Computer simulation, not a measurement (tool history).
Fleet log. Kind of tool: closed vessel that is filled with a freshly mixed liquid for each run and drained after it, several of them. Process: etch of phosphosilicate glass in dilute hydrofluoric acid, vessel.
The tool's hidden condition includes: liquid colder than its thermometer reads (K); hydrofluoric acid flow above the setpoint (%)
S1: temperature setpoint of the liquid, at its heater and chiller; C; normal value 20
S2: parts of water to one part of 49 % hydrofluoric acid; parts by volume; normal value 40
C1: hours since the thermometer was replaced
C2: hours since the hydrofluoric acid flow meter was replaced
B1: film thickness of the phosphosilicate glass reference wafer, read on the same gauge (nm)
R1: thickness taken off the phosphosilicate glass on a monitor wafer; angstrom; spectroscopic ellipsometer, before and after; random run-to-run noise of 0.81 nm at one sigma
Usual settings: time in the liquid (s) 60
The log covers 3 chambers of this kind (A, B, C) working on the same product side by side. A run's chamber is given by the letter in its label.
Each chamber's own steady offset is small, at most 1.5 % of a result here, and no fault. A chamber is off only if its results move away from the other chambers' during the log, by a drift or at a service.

{"run": "1B", "day": 0.296, "S1": 20, "S2": 40, "time in the liquid (s)": 60, "C1": 395.3, "C2": 437.9, "B1": 109.99, "R1": 915.54}
{"run": "2C", "day": 0.642, "S1": 20, "S2": 40, "time in the liquid (s)": 60, "C1": 675.3, "C2": 2209.0, "B1": 110.0, "R1": 929.76}
{"run": "3A", "day": 0.912, "S1": 20, "S2": 40, "time in the liquid (s)": 60, "C1": 1137.3, "C2": 532.9, "B1": 110.01, "R1": 913.78}
{"run": "4B", "day": 1.092, "S1": 20, "S2": 40, "time in the liquid (s)": 60, "C1": 414.4, "C2": 457.0, "B1": 110.0, "R1": 899.03}
{"run": "5A", "day": 1.312, "S1": 20, "S2": 40, "time in the liquid (s)": 60, "C1": 1146.9, "C2": 542.5, "B1": 110.0, "R1": 911.21}
{"run": "6C", "day": 1.596, "S1": 20, "S2": 40, "time in the liquid (s)": 60, "C1": 698.2, "C2": 2231.9, "B1": 110.0, "R1": 917.02}
{"run": "7C", "day": 1.842, "S1": 20, "S2": 40, "time in the liquid (s)": 60, "C1": 704.1, "C2": 2237.8, "B1": 110.0, "R1": 934.31}
{"run": "8B", "day": 2.196, "S1": 20, "S2": 40, "time in the liquid (s)": 60, "C1": 440.9, "C2": 483.5, "B1": 109.98, "R1": 895.57}
{"run": "9A", "day": 2.396, "S1": 20, "S2": 40, "time in the liquid (s)": 60, "C1": 1172.9, "C2": 568.5, "B1": 109.98, "R1": 920.09}
{"run": "10C", "day": 2.642, "S1": 20, "S2": 40, "time in the liquid (s)": 60, "C1": 723.3, "C2": 2257.0, "B1": 110.01, "R1": 925.2}
{"run": "11B", "day": 2.862, "S1": 20, "S2": 40, "time in the liquid (s)": 60, "C1": 456.9, "C2": 499.5, "B1": 109.99, "R1": 912.4}
{"run": "12A", "day": 3.042, "S1": 20, "S2": 40, "time in the liquid (s)": 60, "C1": 1188.4, "C2": 584.0, "B1": 110.0, "R1": 927.62}
{"run": "13B", "day": 3.354, "S1": 20, "S2": 40, "time in the liquid (s)": 60, "C1": 468.7, "C2": 511.3, "B1": 110.0, "R1": 913.77}
{"run": "14A", "day": 3.55, "S1": 20, "S2": 40, "time in the liquid (s)": 60, "C1": 1200.6, "C2": 596.2, "B1": 110.01, "R1": 921.07}
{"run": "15C", "day": 3.729, "S1": 20, "S2": 40, "time in the liquid (s)": 60, "C1": 749.4, "C2": 2283.1, "B1": 110.0, "R1": 934.87}
{"day": 4.029, "done": "chamber C: thermometer replaced"}
{"run": "16B", "day": 4.067, "S1": 20, "S2": 40, "time in the liquid (s)": 60, "C1": 485.8, "C2": 528.4, "B1": 110.0, "R1": 903.29}
{"run": "17A", "day": 4.412, "S1": 20, "S2": 40, "time in the liquid (s)": 60, "C1": 1221.3, "C2": 616.9, "B1": 110.0, "R1": 923.19}
{"run": "18C", "day": 4.596, "S1": 20, "S2": 40, "time in the liquid (s)": 60, "C1": 13.6, "C2": 2303.9, "B1": 110.03, "R1": 932.96}
{"run": "19C", "day": 4.833, "S1": 20, "S2": 40, "time in the liquid (s)": 60, "C1": 19.3, "C2": 2309.6, "B1": 110.02, "R1": 932.91}
{"run": "20A", "day": 5.229, "S1": 20, "S2": 25, "time in the liquid (s)": 30, "C1": 1240.9, "C2": 636.5, "B1": 110.0, "R1": 745.8}
{"run": "21B", "day": 5.408, "S1": 20, "S2": 25, "time in the liquid (s)": 30, "C1": 518.0, "C2": 560.6, "B1": 110.02, "R1": 738.32}
{"day": 5.462, "done": "chamber C: hydrofluoric acid flow meter replaced"}
{"run": "22B", "day": 5.767, "S1": 20, "S2": 25, "time in the liquid (s)": 30, "C1": 526.6, "C2": 569.2, "B1": 110.02, "R1": 754.92}
{"run": "23C", "day": 6.125, "S1": 20, "S2": 40, "time in the liquid (s)": 60, "C1": 50.3, "C2": 16.0, "B1": 110.0, "R1": 922.08}
{"run": "24A", "day": 6.312, "S1": 20, "S2": 40, "time in the liquid (s)": 60, "C1": 1266.9, "C2": 662.5, "B1": 110.0, "R1": 923.12}
{"run": "25B", "day": 6.525, "S1": 20, "S2": 40, "time in the liquid (s)": 60, "C1": 544.8, "C2": 587.4, "B1": 109.99, "R1": 933.84}
{"run": "26A", "day": 6.833, "S1": 20, "S2": 40, "time in the liquid (s)": 60, "C1": 1279.4, "C2": 675.0, "B1": 109.99, "R1": 916.23}
{"run": "27C", "day": 7.1, "S1": 20, "S2": 40, "time in the liquid (s)": 60, "C1": 73.7, "C2": 39.4, "B1": 110.0, "R1": 922.76}
{"run": "28B", "day": 7.462, "S1": 20, "S2": 40, "time in the liquid (s)": 60, "C1": 567.3, "C2": 609.9, "B1": 110.0, "R1": 955.71}
{"run": "29A", "day": 7.65, "S1": 20, "S2": 40, "time in the liquid (s)": 60, "C1": 1299.0, "C2": 694.6, "B1": 110.01, "R1": 922.7}
{"run": "30C", "day": 8.021, "S1": 20, "S2": 40, "time in the liquid (s)": 60, "C1": 95.8, "C2": 61.5, "B1": 110.0, "R1": 931.83}
{"run": "31B", "day": 8.279, "S1": 20, "S2": 40, "time in the liquid (s)": 60, "C1": 586.9, "C2": 629.5, "B1": 109.99, "R1": 964.08}
{"run": "32A", "day": 8.462, "S1": 20, "S2": 40, "time in the liquid (s)": 60, "C1": 1318.5, "C2": 714.1, "B1": 109.98, "R1": 908.92}
{"run": "33C", "day": 8.729, "S1": 20, "S2": 25, "time in the liquid (s)": 90, "C1": 112.8, "C2": 78.5, "B1": 110.01, "R1": 2300.2}
{"run": "34B", "day": 9.042, "S1": 20, "S2": 25, "time in the liquid (s)": 90, "C1": 605.2, "C2": 647.8, "B1": 110.0, "R1": 2341.2}
{"run": "35C", "day": 9.4, "S1": 20, "S2": 25, "time in the liquid (s)": 90, "C1": 128.9, "C2": 94.6, "B1": 109.99, "R1": 2229.8}

One chamber off, gauge drift, or nothing amiss beyond the chambers' own small offsets? If it is a chamber, which one, and what is the likeliest cause?

Little by little, chamber B moves away from the other chambers.
Likeliest cause: hydrofluoric acid flow above the setpoint (%) = 8.1.
The log may not tell that from: liquid hotter than its thermometer reads (K).

Chamber B could run next with any of the 4 candidate recipes listed below; each alters the usual settings, and their results appear as question marks. Which one brings its results back in line with what the other chambers deliver on the usual settings?
Allowed miss from the other chambers' usual-settings mean, per result, to count as in line: R1 29.00 angstrom
{"run": "36B-1", "day": 9.692, "S1": 21.5, "S2": 40, "time in the liquid (s)": 60, "R1": "?"}
{"run": "36B-2", "day": 9.692, "S1": 19.5, "S2": 40, "time in the liquid (s)": 55, "R1": "?"}
{"run": "36B-3", "day": 9.692, "S1": 18.5, "S2": 40, "time in the liquid (s)": 60, "R1": "?"}
{"run": "36B-4", "day": 9.692, "S1": 23.0, "S2": 40, "time in the liquid (s)": 60, "R1": "?"}

Other chambers, usual settings, mean: R1 920.02 angstrom
run=36B-1 R1=1048.70
run=36B-2 R1=882.21
run=36B-3 R1=921.70
run=36B-4 R1=1117.70
The right change is 36B-3: it brings the chamber back within the allowed miss of the others.
